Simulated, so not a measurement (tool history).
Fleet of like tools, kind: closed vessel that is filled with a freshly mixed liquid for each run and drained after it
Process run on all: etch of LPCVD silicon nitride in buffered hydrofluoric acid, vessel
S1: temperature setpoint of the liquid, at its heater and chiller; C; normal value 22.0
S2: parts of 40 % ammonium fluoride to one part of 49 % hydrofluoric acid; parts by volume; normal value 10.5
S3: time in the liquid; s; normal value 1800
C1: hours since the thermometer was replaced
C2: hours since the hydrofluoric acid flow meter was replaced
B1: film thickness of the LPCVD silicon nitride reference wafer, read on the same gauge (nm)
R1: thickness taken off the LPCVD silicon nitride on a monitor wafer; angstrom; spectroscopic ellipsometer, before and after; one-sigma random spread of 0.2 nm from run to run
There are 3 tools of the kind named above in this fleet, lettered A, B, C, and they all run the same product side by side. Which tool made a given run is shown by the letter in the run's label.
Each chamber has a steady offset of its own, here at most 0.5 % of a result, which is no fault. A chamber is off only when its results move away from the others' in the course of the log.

run	hour	S1	S2	S3	C1	C2	B1	R1
1A	6.1	22.0	10.5	1800	590.5	1775.8	39.969	240.82
2C	14.5	22.0	10.5	1800	348.2	1798.7	40.004	233.08
3B	20.3	22.0	10.5	1800	848.8	316.6	40.009	233.01
4B	25.5	22.0	10.5	1800	854.0	321.8	40.010	232.63
5C	34.0	22.0	10.5	1800	367.7	1818.2	39.959	234.07
6A	40.0	22.0	10.5	1800	624.4	1809.7	39.971	236.81
7C	49.7	22.0	8.5	1800	383.4	1833.9	40.012	283.57
8B	56.4	22.0	8.5	1800	884.9	352.7	40.012	277.51
9A	63.5	22.0	8.5	1800	647.9	1833.2	39.981	283.36
10C	71.7	22.0	10.5	1800	405.4	1855.9	40.021	232.98
11A	76.2	22.0	10.5	1800	660.6	1845.9	40.003	239.29
12B	83.0	22.0	10.5	1800	911.5	379.3	39.989	235.02
13A	89.4	22.0	10.5	1800	673.8	1859.1	39.983	237.32
14B	94.6	22.0	10.5	1800	923.1	390.9	40.002	236.32
# hour 96.1: chamber A: hydrofluoric acid flow meter replaced
15C	101.2	22.0	10.5	1800	434.9	1885.4	39.989	229.66
16B	111.2	22.0	10.5	1800	939.7	407.5	40.008	235.82
17A	119.3	22.0	10.5	1800	703.7	23.3	40.012	235.88
18C	129.0	22.0	10.5	1800	462.7	1913.2	39.994	232.81
19A	139.1	22.0	10.5	1800	723.5	43.1	39.996	236.25
20C	145.4	22.0	10.5	1800	479.1	1929.6	39.975	227.17
21B	149.9	22.0	10.5	1800	978.4	446.2	40.037	231.74
22C	157.6	22.0	10.5	1800	491.3	1941.8	40.002	227.29
23A	166.6	22.0	10.5	1800	751.0	70.6	39.988	237.30
24B	173.1	22.0	10.5	1800	1001.6	469.4	40.034	236.21
25B	178.2	26.5	8.0	1800	1006.7	474.5	39.982	378.55
26A	188.5	26.5	8.0	1800	772.9	92.5	40.005	382.72
27C	198.3	26.5	8.0	1800	532.0	1982.5	40.023	375.23
28C	207.2	22.0	10.5	1800	540.9	1991.4	40.017	226.44

Does one chamber stand apart from the rest, does the shared gauge drift, or is all well apart from small per-chamber offsets? Give the chamber and the most likely cause, where there is one.

Little by little, chamber C moves away from the other chambers.
Most likely cause: liquid colder than its thermometer reads (K) = 1.01.
Not necessarily distinguishable in this log from: hydrofluoric acid flow below the setpoint (%).

Which of the 4 candidates below, each the usual settings with something changed and its results left as question marks, puts chamber C back in line with what the other chambers give on the usual settings?
A result is in line if it is within this distance of the other chambers' mean on the usual settings: R1 6.90 angstrom
29C-1	214.7	21.5	10.5	1675				?
29C-2	214.7	22.0	10.5	1865				?
29C-3	214.7	22.5	10.5	1940				?
29C-4	214.7	22.0	10.5	1740				?

What the other chambers average on the usual settings: R1 235.24 angstrom
run	R1
29C-1	202.91
29C-2	232.31
29C-3	248.45
29C-4	216.74
The answer is 29C-2, which returns the chamber to within the allowed miss of the others.
